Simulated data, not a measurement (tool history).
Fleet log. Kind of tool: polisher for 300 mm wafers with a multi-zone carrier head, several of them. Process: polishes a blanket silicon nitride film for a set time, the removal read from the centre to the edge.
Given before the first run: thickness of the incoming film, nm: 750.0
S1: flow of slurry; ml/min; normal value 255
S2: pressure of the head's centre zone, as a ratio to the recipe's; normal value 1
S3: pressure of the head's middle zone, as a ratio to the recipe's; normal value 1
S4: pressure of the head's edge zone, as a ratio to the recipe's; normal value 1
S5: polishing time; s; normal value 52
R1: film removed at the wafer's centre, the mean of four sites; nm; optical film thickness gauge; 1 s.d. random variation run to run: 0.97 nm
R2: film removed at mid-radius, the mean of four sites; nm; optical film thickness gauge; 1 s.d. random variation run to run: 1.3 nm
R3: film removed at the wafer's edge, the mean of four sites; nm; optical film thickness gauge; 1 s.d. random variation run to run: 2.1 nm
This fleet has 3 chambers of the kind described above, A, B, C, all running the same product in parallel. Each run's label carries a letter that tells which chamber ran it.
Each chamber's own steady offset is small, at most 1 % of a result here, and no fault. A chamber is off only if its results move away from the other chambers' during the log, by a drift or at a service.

run   hour   S1    S2    S3    S4  S5      R1      R2      R3
 1C    7.6  255     1     1     1  52  139.22   138.9   140.6
 2A   14.6  255     1     1     1  52  141.29  139.55  139.85
 3B   19.1  255     1     1     1  52  138.41  143.16  137.74
      19.3  -- chamber A: worn pad replaced by a new one
 4B   24.7  255     1     1     1  52  140.16  140.41  139.89
 5A   31.2  255     1     1     1  52  141.25  140.62  136.43
      31.9  -- chamber A: edge zone pressure recalibrated
 6C   36.1  255     1     1     1  52  140.01  138.62  140.29
      40.3  -- chamber B: worn pad replaced by a new one
 7B   40.3  255     1     1     1  52  138.34     141  142.03
 8A     44  255     1     1     1  64  176.07  173.98  174.83
        46  -- chamber A: centre zone pressure recalibrated
 9C   50.1  255     1     1     1  64   172.3  171.41  174.32
10A   56.4  255     1     1     1  64  163.21  172.91  170.35
11C   60.9  255     1     1     1  52  139.54  142.13  138.72
12B   66.5  255     1     1     1  52  139.94  141.05  141.82
13C   73.8  290     1  1.04     1  52  142.41  146.52  142.53
14B   81.5  290     1  1.04     1  52  142.64  149.95  144.64
        87  -- chamber A: worn pad replaced by a new one
15A   88.1  290     1  1.04     1  52  134.64  148.48  142.21
      92.1  -- chamber C: worn pad replaced by a new one
16A   95.5  255     1     1     1  52  131.88  142.12  141.36
17B   99.4  255     1     1  1.09  52  141.61  139.77  147.69
18C    103  255     1     1  1.09  52   140.5   138.2  147.01
19B  107.8  255     1     1  1.09  52  139.93  140.72   147.5
20A    113  255  1.04     1     1  60  159.29  160.92  159.89

Next, every chamber runs the same settings. What will each give?
21A  118.6  255   1   1  1.08  52   ?   ?   ?
21B  118.6  255   1   1  1.08  52   ?   ?   ?
21C  118.6  255   1   1  1.08  52   ?   ?   ?

run      R1      R2      R3
21A  132.11  139.65   144.6
21B  138.66  142.09  147.22
21C  140.64  139.39  144.42
